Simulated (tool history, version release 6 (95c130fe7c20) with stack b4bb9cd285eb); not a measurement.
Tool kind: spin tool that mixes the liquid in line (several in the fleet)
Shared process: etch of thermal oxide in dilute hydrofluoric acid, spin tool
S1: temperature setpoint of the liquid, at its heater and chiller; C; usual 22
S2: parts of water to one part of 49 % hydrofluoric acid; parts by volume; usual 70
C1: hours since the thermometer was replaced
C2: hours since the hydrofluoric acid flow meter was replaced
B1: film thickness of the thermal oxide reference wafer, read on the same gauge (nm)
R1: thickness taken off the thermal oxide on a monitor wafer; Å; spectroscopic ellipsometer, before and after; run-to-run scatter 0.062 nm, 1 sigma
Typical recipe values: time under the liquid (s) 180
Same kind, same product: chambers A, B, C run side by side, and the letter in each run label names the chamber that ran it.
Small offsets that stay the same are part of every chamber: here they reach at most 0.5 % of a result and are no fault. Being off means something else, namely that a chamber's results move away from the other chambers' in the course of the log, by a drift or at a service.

{"day": 0.2, "done": "chamber A: thermometer replaced"}
{"run": "1B", "day": 0.296, "S1": 22, "S2": 70, "time under the liquid (s)": 180, "C1": 468.1, "C2": 936.7, "B1": 100.02, "R1": 112.26}
{"run": "2C", "day": 0.504, "S1": 22, "S2": 70, "time under the liquid (s)": 180, "C1": 571.4, "C2": 855.2, "B1": 100, "R1": 111.33}
{"run": "3A", "day": 0.925, "S1": 22, "S2": 70, "time under the liquid (s)": 180, "C1": 17.4, "C2": 397.3, "B1": 99.991, "R1": 111.84}
{"run": "4A", "day": 1.133, "S1": 22, "S2": 70, "time under the liquid (s)": 180, "C1": 22.4, "C2": 402.3, "B1": 99.998, "R1": 110.44}
{"run": "5B", "day": 1.538, "S1": 22, "S2": 70, "time under the liquid (s)": 180, "C1": 497.9, "C2": 966.5, "B1": 99.994, "R1": 110.93}
{"run": "6C", "day": 1.779, "S1": 22, "S2": 70, "time under the liquid (s)": 180, "C1": 602, "C2": 885.8, "B1": 100.01, "R1": 111.93}
{"run": "7B", "day": 2.217, "S1": 22, "S2": 70, "time under the liquid (s)": 180, "C1": 514.2, "C2": 982.8, "B1": 100, "R1": 112.49}
{"run": "8C", "day": 2.662, "S1": 22, "S2": 70, "time under the liquid (s)": 180, "C1": 623.2, "C2": 907, "B1": 99.998, "R1": 111.23}
{"run": "9A", "day": 3.062, "S1": 22, "S2": 70, "time under the liquid (s)": 180, "C1": 68.7, "C2": 448.6, "B1": 100, "R1": 112.68}
{"run": "10B", "day": 3.425, "S1": 22, "S2": 70, "time under the liquid (s)": 180, "C1": 543.2, "C2": 1011.8, "B1": 99.995, "R1": 111.71}
{"run": "11A", "day": 3.829, "S1": 22, "S2": 70, "time under the liquid (s)": 180, "C1": 87.1, "C2": 467, "B1": 100.02, "R1": 115.3}
{"run": "12C", "day": 4.179, "S1": 22, "S2": 70, "time under the liquid (s)": 180, "C1": 659.6, "C2": 943.4, "B1": 99.976, "R1": 112.63}
{"run": "13C", "day": 4.55, "S1": 22, "S2": 70, "time under the liquid (s)": 180, "C1": 668.5, "C2": 952.3, "B1": 100.01, "R1": 111.9}
{"run": "14B", "day": 4.896, "S1": 22, "S2": 70, "time under the liquid (s)": 180, "C1": 578.5, "C2": 1047.1, "B1": 100.01, "R1": 113.32}
{"run": "15A", "day": 5.229, "S1": 22, "S2": 70, "time under the liquid (s)": 180, "C1": 120.7, "C2": 500.6, "B1": 99.977, "R1": 115.56}
{"run": "16A", "day": 5.483, "S1": 17.5, "S2": 70, "time under the liquid (s)": 75, "C1": 126.8, "C2": 506.7, "B1": 100.04, "R1": 40.394}
{"run": "17C", "day": 5.829, "S1": 17.5, "S2": 70, "time under the liquid (s)": 75, "C1": 699.2, "C2": 983, "B1": 100.01, "R1": 38.655}
{"run": "18B", "day": 6.108, "S1": 17.5, "S2": 70, "time under the liquid (s)": 75, "C1": 607.6, "C2": 1076.2, "B1": 99.992, "R1": 38.94}
{"run": "19A", "day": 6.329, "S1": 22, "S2": 70, "time under the liquid (s)": 180, "C1": 147.1, "C2": 527, "B1": 99.984, "R1": 117.57}
{"run": "20B", "day": 6.542, "S1": 22, "S2": 70, "time under the liquid (s)": 180, "C1": 618, "C2": 1086.6, "B1": 100.01, "R1": 111.95}
{"run": "21C", "day": 6.958, "S1": 22, "S2": 70, "time under the liquid (s)": 180, "C1": 726.3, "C2": 1010.1, "B1": 100.02, "R1": 112.31}
{"run": "22B", "day": 7.421, "S1": 22, "S2": 70, "time under the liquid (s)": 180, "C1": 639.1, "C2": 1107.7, "B1": 100.01, "R1": 110.38}
{"day": 7.496, "done": "chamber C: thermometer replaced"}
{"run": "23C", "day": 7.688, "S1": 22, "S2": 70, "time under the liquid (s)": 180, "C1": 4.7, "C2": 1027.6, "B1": 99.98, "R1": 111.43}
{"run": "24A", "day": 8.004, "S1": 22, "S2": 70, "time under the liquid (s)": 180, "C1": 187.3, "C2": 567.2, "B1": 99.984, "R1": 118.29}
{"run": "25B", "day": 8.304, "S1": 22, "S2": 70, "time under the liquid (s)": 180, "C1": 660.3, "C2": 1128.9, "B1": 99.997, "R1": 112.83}
{"run": "26A", "day": 8.575, "S1": 22, "S2": 70, "time under the liquid (s)": 180, "C1": 201, "C2": 580.9, "B1": 100.01, "R1": 118.49}
{"run": "27C", "day": 8.988, "S1": 22, "S2": 70, "time under the liquid (s)": 180, "C1": 35.9, "C2": 1058.8, "B1": 100.01, "R1": 111.37}
{"run": "28B", "day": 9.467, "S1": 22, "S2": 70, "time under the liquid (s)": 235, "C1": 688.2, "C2": 1156.8, "B1": 99.996, "R1": 147.89}
{"run": "29C", "day": 9.696, "S1": 22, "S2": 70, "time under the liquid (s)": 235, "C1": 52.9, "C2": 1075.8, "B1": 99.973, "R1": 145.18}

Decide between three cases: one chamber stands off from its peers, the gauge reading all wafers drifts, or nothing is wrong past each chamber's small offset. Where a chamber is off, say which and what most likely put it there.

It is chamber A that slowly wanders off from its peers.
What lies behind it: hydrofluoric acid flow above the setpoint (%) = 7.78.
The log may not tell that from: liquid hotter than its thermometer reads (K).

Below are 4 candidate recipes for chamber A's next run, each the usual settings with a change, their results shown as question marks. Which of them brings A's results back in line with what the other chambers give on the usual settings?
Maximum distance from the other chambers' mean on the usual settings for a result to count as in line: R1 2.2 Å
{"run": "30A-1", "day": 10.038, "S1": 22, "S2": 65, "time under the liquid (s)": 180, "R1": "?"}
{"run": "30A-2", "day": 10.038, "S1": 21, "S2": 70, "time under the liquid (s)": 180, "R1": "?"}
{"run": "30A-3", "day": 10.038, "S1": 23, "S2": 70, "time under the liquid (s)": 180, "R1": "?"}
{"run": "30A-4", "day": 10.038, "S1": 22, "S2": 75, "time under the liquid (s)": 180, "R1": "?"}

The other chambers' mean on the usual settings: R1 111.74 Å
run=30A-1 R1=130.68
run=30A-2 R1=115.69
run=30A-3 R1=125.46
run=30A-4 R1=111.7
Change 30A-4 lands the chamber within the allowed miss of the other chambers.
